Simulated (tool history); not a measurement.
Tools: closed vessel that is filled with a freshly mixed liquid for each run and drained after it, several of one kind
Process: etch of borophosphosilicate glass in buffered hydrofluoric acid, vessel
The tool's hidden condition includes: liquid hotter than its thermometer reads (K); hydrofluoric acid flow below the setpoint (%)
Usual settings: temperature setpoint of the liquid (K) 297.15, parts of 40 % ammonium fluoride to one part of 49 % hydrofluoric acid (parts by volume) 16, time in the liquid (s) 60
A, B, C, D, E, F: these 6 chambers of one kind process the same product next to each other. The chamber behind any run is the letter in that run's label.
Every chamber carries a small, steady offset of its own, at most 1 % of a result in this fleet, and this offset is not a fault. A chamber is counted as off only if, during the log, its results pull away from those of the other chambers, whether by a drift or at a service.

run,hour,temperature setpoint of the liquid (K),parts of 40 % ammonium fluoride to one part of 49 % hydrofluoric acid (parts by volume),time in the liquid (s),hours since the thermometer was replaced,hours since the hydrofluoric acid flow meter was replaced,"read-back film thickness of the borophosphosilicate glass reference wafer, read on the same gauge (nm)",thickness taken off the borophosphosilicate glass on a monitor wafer (nm)
1D,8,297.15,16,60,1182.6,1578.1,120,107.02
2C,21.3,297.15,16,60,717.7,181.8,120,105.9
3B,31.2,297.15,16,60,587.7,1495.2,120.02,105.75
4A,38.1,297.15,16,60,1145,114,120.01,106.99
5E,48.8,297.15,16,60,1485.7,1572.7,120.02,106.74
6F,56.4,297.15,16,60,186.1,697.4,119.94,105.26
7B,67.6,297.15,16,60,624.1,1531.6,119.98,106.15
8D,74,297.15,16,60,1248.6,1644.1,120.02,106.55
9C,80.3,297.15,16,60,776.7,240.8,119.96,105.62
10E,89.2,297.15,16,60,1526.1,1613.1,120.01,105.68
11F,99,297.15,16,60,228.7,740,120,108.88
12A,107,297.15,16,60,1213.9,182.9,120,108.67
13D,116.2,297.15,16,60,1290.8,1686.3,120.02,107.75
14B,125.9,297.15,16,60,682.4,1589.9,119.96,105.08
15F,133.8,297.15,16,60,263.5,774.8,120.01,107.78
16C,145.7,297.15,16,60,842.1,306.2,119.96,105.71
17E,152.5,297.15,16,60,1589.4,1676.4,120.01,104.6
18A,158.7,294.65,16,75,1265.6,234.6,120.02,117.26
19E,171.7,294.65,16,75,1608.6,1695.6,119.98,116.5
20B,181.9,294.65,16,75,738.4,1645.9,120.03,117.18
21C,193.6,294.65,16,75,890,354.1,120,114.59
22F,203.3,294.65,16,75,333,844.3,120.02,116.83
23A,209.3,294.65,16,75,1316.2,285.2,120.01,118.2
24D,216.6,297.15,16,60,1391.2,1786.7,120.03,106.65
25C,224.3,297.15,16,60,920.7,384.8,119.95,105.62
# hour 225.5: chamber C: thermometer replaced
26A,235.2,297.15,16,60,1342.1,311.1,120,106.84
27E,247.4,297.15,16,60,1684.3,1771.3,119.95,107.79
28D,255.8,297.15,16,60,1430.4,1825.9,120.01,106.48
29B,262.8,297.15,16,60,819.3,1726.8,120.01,108.71
30F,273.9,292.65,20.5,60,403.6,914.9,119.98,65.467
31E,283.8,292.65,20.5,60,1720.7,1807.7,119.97,65.257
32F,290.4,292.65,20.5,60,420.1,931.4,119.97,65.354
33A,303.1,292.65,20.5,60,1410,379,119.96,67.159
34B,315.9,292.65,20.5,60,872.4,1779.9,120.02,69.507
35D,322,292.65,20.5,60,1496.6,1892.1,119.96,65.661
36C,329.5,297.15,16,60,104,490,120.05,105.47
37A,337.8,297.15,16,60,1444.7,413.7,120.02,107.56
38D,346.8,297.15,16,60,1521.4,1916.9,119.98,105.39
39E,359.3,297.15,16,60,1796.2,1883.2,120.02,105.97
40C,371.4,297.15,16,60,145.9,531.9,119.99,104.09
41F,380.3,297.15,16,60,510,1021.3,119.96,106.37
42B,393.1,297.15,16,60,949.6,1857.1,119.96,114.71
43B,401.7,297.15,16,60,958.2,1865.7,119.99,116.7

One chamber off, gauge drift, or nothing amiss beyond the chambers' own small offsets? If it is a chamber, which one, and what is the likeliest cause?

Little by little, chamber B moves away from the other chambers.
Likeliest cause: liquid hotter than its thermometer reads (K) = 1.54.
The log may not tell that from: hydrofluoric acid flow above the setpoint (%).

Chamber B could run next with any of the 4 candidate recipes listed below; each alters the usual settings, and their results appear as question marks. Which one brings its results back in line with what the other chambers deliver on the usual settings?
In-line tolerance around the mean of the other chambers on the usual settings: thickness taken off the borophosphosilicate glass on a monitor wafer (nm) 2.9
44B-1,411.3,297.65,14.5,60,,,,?
44B-2,411.3,297.15,16,55,,,,?
44B-3,411.3,297.65,15,60,,,,?
44B-4,411.3,294.65,16,60,,,,?

The other chambers' mean on the usual settings: thickness taken off the borophosphosilicate glass on a monitor wafer (nm) 106.51
run,thickness taken off the borophosphosilicate glass on a monitor wafer (nm)
44B-1,131.21
44B-2,106.1
44B-3,126.82
44B-4,101.07
44B-2 puts the chamber back in line with the other chambers.
